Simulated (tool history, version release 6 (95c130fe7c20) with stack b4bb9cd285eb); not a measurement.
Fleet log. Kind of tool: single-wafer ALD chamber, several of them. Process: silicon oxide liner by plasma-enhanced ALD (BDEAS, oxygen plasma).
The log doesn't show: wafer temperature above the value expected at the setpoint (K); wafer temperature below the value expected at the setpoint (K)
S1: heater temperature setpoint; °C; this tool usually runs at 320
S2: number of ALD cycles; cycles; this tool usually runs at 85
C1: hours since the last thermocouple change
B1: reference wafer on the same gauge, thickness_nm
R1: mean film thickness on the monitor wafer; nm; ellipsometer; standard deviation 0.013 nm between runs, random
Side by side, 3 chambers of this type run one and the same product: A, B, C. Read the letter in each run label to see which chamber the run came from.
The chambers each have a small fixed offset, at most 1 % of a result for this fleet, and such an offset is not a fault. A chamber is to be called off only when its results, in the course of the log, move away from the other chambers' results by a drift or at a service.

Run 1C, day 0.396: usual settings; C1 73.2; B1 7.2185. Result: R1 7.6281 nm.
Run 2A, day 1.038: usual settings; C1 51.6; B1 7.2267. Result: R1 7.6751 nm.
Run 3B, day 1.712: usual settings; C1 1701.8; B1 7.2251. Result: R1 7.6720 nm.
Run 4C, day 2.154: usual settings; C1 115.4; B1 7.2242. Result: R1 7.6430 nm.
Run 5A, day 2.646: usual settings; C1 90.2; B1 7.2277. Result: R1 7.6544 nm.
Run 6B, day 3.188: usual settings; C1 1737.2; B1 7.2271. Result: R1 7.7085 nm.
Run 7C, day 3.821: usual settings; C1 155.4; B1 7.2310. Result: R1 7.6565 nm.
Run 8A, day 4.258: usual settings; C1 128.9; B1 7.2310. Result: R1 7.6784 nm.
Run 9B, day 4.583: usual settings; C1 1770.7; B1 7.2308. Result: R1 7.7147 nm.
Run 10A, day 5.004: usual settings; C1 146.8; B1 7.2347. Result: R1 7.6508 nm.
Run 11C, day 5.333: usual settings but S1 330 °C; C1 191.7; B1 7.2376. Result: R1 7.5512 nm.
Run 12B, day 5.829: usual settings but S1 330 °C; C1 1800.6; B1 7.2339. Result: R1 7.6208 nm.
Run 13B, day 6.483: usual settings but S1 330 °C; C1 1816.3; B1 7.2389. Result: R1 7.6183 nm.
Run 14A, day 6.850: usual settings; C1 191.1; B1 7.2399. Result: R1 7.6614 nm.
Run 15C, day 7.183: usual settings; C1 236.1; B1 7.2389. Result: R1 7.6414 nm.
Run 16A, day 7.625: usual settings; C1 209.7; B1 7.2423. Result: R1 7.6705 nm.
Run 17C, day 8.004: usual settings; C1 255.8; B1 7.2421. Result: R1 7.6662 nm.
Run 18B, day 8.500: usual settings; C1 1864.7; B1 7.2465. Result: R1 7.7182 nm.
Run 19C, day 8.817: usual settings; C1 275.3; B1 7.2452. Result: R1 7.6331 nm.
Run 20A, day 9.504: usual settings but S1 309 °C; C1 254.8; B1 7.2453. Result: R1 7.8097 nm.
Run 21B, day 9.996: usual settings but S1 309 °C; C1 1900.6; B1 7.2504. Result: R1 7.8468 nm.
Run 22B, day 10.479: usual settings but S1 309 °C; C1 1912.2; B1 7.2481. Result: R1 7.8509 nm.
Run 23A, day 10.854: usual settings but S1 315 °C; C1 287.2; B1 7.2486. Result: R1 7.7366 nm.
Run 24C, day 11.392: usual settings but S1 315 °C; C1 337.1; B1 7.2504. Result: R1 7.7214 nm.
At day 11.408: chamber B: thermocouple changed; heater temperature recalibrated.
Run 25B, day 12.029: usual settings but S1 315 °C; C1 14.9; B1 7.2538. Result: R1 7.7900 nm.
Run 26A, day 12.642: usual settings but S1 325 °C; C1 330.1; B1 7.2538. Result: R1 7.6342 nm.
Run 27C, day 13.092: usual settings but S1 325 °C; C1 377.9; B1 7.2564. Result: R1 7.6242 nm.
Run 28B, day 13.554: usual settings but S1 325 °C; C1 51.5; B1 7.2563. Result: R1 7.6861 nm.
Run 29A, day 14.075: usual settings; C1 364.5; B1 7.2570. Result: R1 7.6819 nm.
Run 30C, day 14.567: usual settings; C1 413.3; B1 7.2602. Result: R1 7.6802 nm.
Run 31A, day 15.242: usual settings; C1 392.5; B1 7.2606. Result: R1 7.7010 nm.
Run 32B, day 15.550: usual settings; C1 99.4; B1 7.2628. Result: R1 7.7759 nm.
Run 33C, day 16.158: usual settings; C1 451.5; B1 7.2642. Result: R1 7.6814 nm.
Run 34B, day 16.679: usual settings; C1 126.5; B1 7.2671. Result: R1 7.7465 nm.
Run 35A, day 17.229: usual settings; C1 440.2; B1 7.2681. Result: R1 7.6790 nm.

Predict what each chamber gives when all 3 of them run the settings below next.
Run 36A, day 17.725: usual settings. Result: R1 ?.
Run 36B, day 17.725: usual settings. Result: R1 ?.
Run 36C, day 17.725: usual settings. Result: R1 ?.

run      R1
36A  7.6954
36B  7.7507
36C  7.6891

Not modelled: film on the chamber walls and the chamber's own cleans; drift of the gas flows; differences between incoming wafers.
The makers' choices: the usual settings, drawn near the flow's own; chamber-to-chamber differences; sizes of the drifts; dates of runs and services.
